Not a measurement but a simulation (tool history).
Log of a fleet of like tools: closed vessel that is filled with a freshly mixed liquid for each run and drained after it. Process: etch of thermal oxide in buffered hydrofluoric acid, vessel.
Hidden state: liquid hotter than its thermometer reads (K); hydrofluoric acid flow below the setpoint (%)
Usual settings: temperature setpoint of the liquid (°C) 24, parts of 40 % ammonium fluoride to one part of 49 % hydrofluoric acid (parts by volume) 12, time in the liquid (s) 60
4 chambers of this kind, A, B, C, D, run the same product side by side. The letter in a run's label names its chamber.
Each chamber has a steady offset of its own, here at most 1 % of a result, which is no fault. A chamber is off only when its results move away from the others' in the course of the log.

run    day  temperature setpoint of the liquid (°C)  parts of 40 % ammonium fluoride to one part of 49 % hydrofluoric acid (parts by volume)  time in the liquid (s)  hours since the thermometer was replaced  hours since the hydrofluoric acid flow meter was replaced  read-back film thickness of the thermal oxide reference wafer, read on the same gauge (nm)  thickness taken off the thermal oxide on a monitor wafer (angstrom)
 1A  0.242                                       24                                                                                       12                      60                                     509.1                                                      440.6                                                                                      49.996                                                               608.62
 2D  0.496                                       24                                                                                       12                      60                                     166.1                                                      449.3                                                                                      50.007                                                               597.76
 3C  0.717                                       24                                                                                       12                      60                                     125.5                                                      898.6                                                                                      50.029                                                               599.07
 4B  0.833                                       24                                                                                       12                      60                                    1095.7                                                      635.7                                                                                       50.03                                                               596.33
 5C  1.033                                       24                                                                                       12                      60                                     133.1                                                      906.2                                                                                      49.959                                                                599.6
 6A  1.204                                       24                                                                                       12                      60                                     532.2                                                      463.7                                                                                      50.013                                                               604.23
 7B  1.371                                       24                                                                                     16.5                      90                                    1108.6                                                      648.6                                                                                      50.008                                                               655.39
 8D  1.496                                       24                                                                                     16.5                      90                                     190.1                                                      473.3                                                                                      50.024                                                               658.47
 9B  1.738                                       24                                                                                     16.5                      90                                    1117.4                                                      657.4                                                                                      49.981                                                               657.56
10C  1.967                                       24                                                                                     16.5                      90                                     155.5                                                      928.6                                                                                      49.989                                                               655.76
11D  2.112                                       24                                                                                       12                      60                                     204.9                                                      488.1                                                                                      49.986                                                               596.75
12A  2.354                                       24                                                                                       12                      60                                     559.8                                                      491.3                                                                                      49.998                                                               590.29
13C  2.554                                       27                                                                                       12                      75                                     169.6                                                      942.7                                                                                      50.022                                                               874.31
14A  2.683                                       27                                                                                       12                      75                                     567.7                                                      499.2                                                                                      50.033                                                               883.65
15B  2.812                                       27                                                                                       12                      75                                    1143.2                                                      683.2                                                                                      50.012                                                               864.94
16D  3.008                                       27                                                                                       12                      75                                     226.4                                                      509.6                                                                                      49.988                                                               874.89
17B  3.233                                       24                                                                                       12                      60                                    1153.3                                                      693.3                                                                                      50.009                                                               591.91
18D  3.404                                       24                                                                                       12                      60                                     235.9                                                      519.1                                                                                      50.017                                                               597.91
     3.504  -- chamber D: hydrofluoric acid flow meter replaced
19A  3.529                                       24                                                                                       12                      60                                       588                                                      519.5                                                                                      50.029                                                               590.55
20C  3.796                                       24                                                                                       12                      60                                     199.4                                                      972.5                                                                                      50.036                                                                595.4
21B  3.925                                       24                                                                                       12                      60                                    1169.9                                                      709.9                                                                                       50.01                                                               579.09
22A  4.138                                       24                                                                                       12                      60                                     602.6                                                      534.1                                                                                      49.982                                                               608.48
23C  4.329                                       24                                                                                       12                      60                                     212.2                                                      985.3                                                                                      50.003                                                               598.29
24D  4.488                                       24                                                                                       12                      60                                     261.9                                                       23.7                                                                                      49.981                                                               595.02
25B  4.708                                       24                                                                                       12                      60                                    1188.7                                                      728.7                                                                                       50.02                                                               569.62
26A  4.946                                       24                                                                                       12                      60                                       622                                                      553.5                                                                                      49.991                                                               602.66
27C  5.079                                       24                                                                                       12                      60                                     230.2                                                     1003.3                                                                                      49.954                                                               599.75
28D  5.279                                       24                                                                                       12                      60                                     280.9                                                       42.7                                                                                      49.993                                                               598.53
29C  5.525                                       24                                                                                       12                      60                                     240.9                                                       1014                                                                                      50.007                                                               594.31
30B  5.642                                       24                                                                                       12                      60                                    1211.1                                                      751.1                                                                                      50.005                                                                565.3
31A  5.783                                       24                                                                                       12                      60                                     642.1                                                      573.6                                                                                      49.972                                                               600.56
32D  6.038                                       24                                                                                       12                      60                                     299.1                                                       60.9                                                                                      50.011                                                                596.4
33D  6.279                                       28                                                                                       12                      60                                     304.9                                                       66.7                                                                                      50.052                                                                740.4
34C  6.408                                       28                                                                                       12                      60                                     262.1                                                     1035.2                                                                                      49.978                                                               741.67
35A  6.592                                       28                                                                                       12                      60                                     661.5                                                        593                                                                                      50.024                                                               742.04
     6.846  -- chamber A: thermometer replaced
36B  6.854                                       28                                                                                       12                      60                                    1240.2                                                      780.2                                                                                      49.984                                                               691.99
37B  6.988                                       24                                                                                       12                      60                                    1243.4                                                      783.4                                                                                      49.962                                                               552.23
38C  7.154                                       24                                                                                       12                      60                                       280                                                     1053.1                                                                                      50.042                                                               597.09
39D  7.392                                       24                                                                                       12                      60                                     331.6                                                       93.4                                                                                      49.956                                                               594.77
40A  7.575                                       24                                                                                       12                      60                                      17.5                                                      616.6                                                                                      49.963                                                               596.99
41B  7.833                                       24                                                                                       12                      60                                    1263.7                                                      803.7                                                                                      50.015                                                               560.99

Is one chamber off against the others, does the gauge drift, or is nothing wrong? If a chamber is off, say which, and what the likeliest cause is.

Chamber B drifts away from the others.
Cause: hydrofluoric acid flow below the setpoint (%) = 8.28.
The log may not tell that from: liquid colder than its thermometer reads (K).

Here are 4 candidates for chamber B's next run, each the usual settings with a change, their results left as question marks. Which one brings its results back in line with what the others give on the usual settings?
In line means no further than this from the other chambers' mean on the usual settings: thickness taken off the thermal oxide on a monitor wafer (angstrom) 14
42B-1  8.029                                     24.5                                                                                     11.5                      65                                                                                                                                                                                                                                                                     ?
42B-2  8.029                                     23.5                                                                                     12.5                      55                                                                                                                                                                                                                                                                     ?
42B-3  8.029                                       24                                                                                       12                      65                                                                                                                                                                                                                                                                     ?
42B-4  8.029                                     22.5                                                                                       12                      60                                                                                                                                                                                                                                                                     ?

The other chambers' mean on the usual settings: thickness taken off the thermal oxide on a monitor wafer (angstrom) 597.89
  run  thickness taken off the thermal oxide on a monitor wafer (angstrom)
42B-1                                                               638.59
42B-2                                                               472.37
42B-3                                                               596.46
42B-4                                                               507.68
42B-3 brings the chamber back in line.
